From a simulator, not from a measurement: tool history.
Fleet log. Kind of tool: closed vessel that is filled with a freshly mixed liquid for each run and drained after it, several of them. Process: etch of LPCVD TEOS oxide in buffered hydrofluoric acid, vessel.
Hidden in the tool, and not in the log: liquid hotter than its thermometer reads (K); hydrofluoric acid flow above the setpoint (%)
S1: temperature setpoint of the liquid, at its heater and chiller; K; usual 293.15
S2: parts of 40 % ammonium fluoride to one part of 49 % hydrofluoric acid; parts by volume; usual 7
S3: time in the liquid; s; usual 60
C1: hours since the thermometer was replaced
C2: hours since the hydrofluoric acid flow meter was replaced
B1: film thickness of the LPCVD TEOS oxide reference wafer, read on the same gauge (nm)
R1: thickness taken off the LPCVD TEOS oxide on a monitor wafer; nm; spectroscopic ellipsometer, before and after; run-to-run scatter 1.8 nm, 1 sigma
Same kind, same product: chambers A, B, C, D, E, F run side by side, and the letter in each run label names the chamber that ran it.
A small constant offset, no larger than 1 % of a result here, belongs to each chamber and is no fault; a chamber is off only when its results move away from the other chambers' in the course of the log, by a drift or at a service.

run   hour      S1   S2  S3      C1      C2      B1      R1
 1B    5.3  293.15    7  60  1837.9   117.1  30.006  229.13
 2A   14.3  293.15    7  60   319.8     452  29.991  224.41
 3F   23.6  293.15    7  60   120.4   236.1  29.996  223.24
 4C   29.2  293.15    7  60  1408.5   168.5  30.012   223.4
 5D   34.2  293.15    7  60  1551.4  1583.9  30.049  228.63
 6E   40.4  293.15    7  60   694.7    44.1  30.009   223.9
 7E   45.8  293.15    7  60   700.1    49.5  29.969  222.65
 8D   55.5  293.15  8.5  60  1572.7  1605.2  29.994   181.3
 9A   62.8  293.15  8.5  60   368.3   500.5  29.991  181.54
10F   72.5  293.15  8.5  60   169.3     285  29.975  182.67
11B   77.3  293.15  8.5  60  1909.9   189.1  30.005  183.33
12C   85.9  293.15  8.5  60  1465.2   225.2  29.996  178.32
13D   95.5  293.15  8.5  60  1612.7  1645.2   29.98  181.23
14A  100.3  293.15    5  60   405.8     538  30.019  297.56
15C  106.3  293.15    5  60  1485.6   245.6  30.004  296.19
16E  116.5  293.15    5  60   770.8   120.2  30.012   291.3
17B  125.5  293.15    5  60  1958.1   237.3   30.01  302.31
18F  133.7  293.15    5  60   230.5   346.2  29.981  298.48
19E  143.9  293.15    5  60   798.2   147.6  29.984   298.1
20D  149.2  293.15    7  60  1666.4  1698.9  30.006  227.66
21C  157.2  293.15    7  60  1536.5   296.5  29.999  222.18
22A    163  293.15    7  60   468.5   600.7  29.984  226.05
23B  172.6  293.15    7  60  2005.2   284.4  30.001  225.84
24F  183.3  293.15    7  60   280.1   395.8  30.025  223.97
     185.1  -- chamber F: hydrofluoric acid flow meter replaced
25F  191.6  293.15    7  60   288.4     6.5  29.983  225.45
26E  199.9  293.15    7  60   854.2   203.6  30.017  235.07
27A  204.9  293.15    7  60   510.4   642.6  30.017  225.36
28C  211.6  293.15    7  90  1590.9   350.9  29.992  329.31
29D    218  293.15    7  90  1735.2  1767.7  30.016  335.98
30B  222.9  293.15    7  90  2055.5   334.7  29.997  345.55
     226.1  -- chamber C: thermometer replaced
31F  232.2  293.15    7  90     329    47.1  30.022  338.82
32A    238  293.15    7  90   543.5   675.7  30.022  332.79
33C  245.1  293.15    7  90    19.1   384.4  30.014  336.68
34B  254.2  293.15    7  60  2086.8     366  29.996  225.38
       255  -- chamber D: thermometer replaced
35E  262.5  293.15    7  60   916.8   266.2  29.984  243.17
36D  270.2  293.15    7  60    15.3  1819.9  29.996   221.4
37B  279.4  293.15    7  60    2112   391.2  29.987  227.06
38C  286.5  293.15    7  60    60.5   425.8      30  223.11
39F  292.7  293.15    7  60   389.5   107.6  30.006  224.08

Decide between three cases: one chamber stands off from its peers, the gauge reading all wafers drifts, or nothing is wrong past each chamber's small offset. Where a chamber is off, say which and what most likely put it there.

One chamber, E, drifts off from the rest bit by bit.
Likeliest cause: liquid hotter than its thermometer reads (K) = 1.94.
The log might look much the same if the cause were instead: hydrofluoric acid flow above the setpoint (%).

Here are 4 candidates for chamber E's next run, each the usual settings with a change, their results left as question marks. Which one brings its results back in line with what the others give on the usual settings?
Counts as in line when no further than this from what the other chambers average on the usual settings: R1 6.5 nm
40E-1  300.4  291.15   7  60               ?
40E-2  300.4  293.65   7  65               ?
40E-3  300.4  294.15   7  60               ?
40E-4  300.4  292.15   7  60               ?

Average result of the remaining chambers running the usual settings: R1 224.11 nm
  run      R1
40E-1  221.46
40E-2  275.14
40E-3   260.9
40E-4  234.02
40E-1 puts the chamber back in line with the other chambers.

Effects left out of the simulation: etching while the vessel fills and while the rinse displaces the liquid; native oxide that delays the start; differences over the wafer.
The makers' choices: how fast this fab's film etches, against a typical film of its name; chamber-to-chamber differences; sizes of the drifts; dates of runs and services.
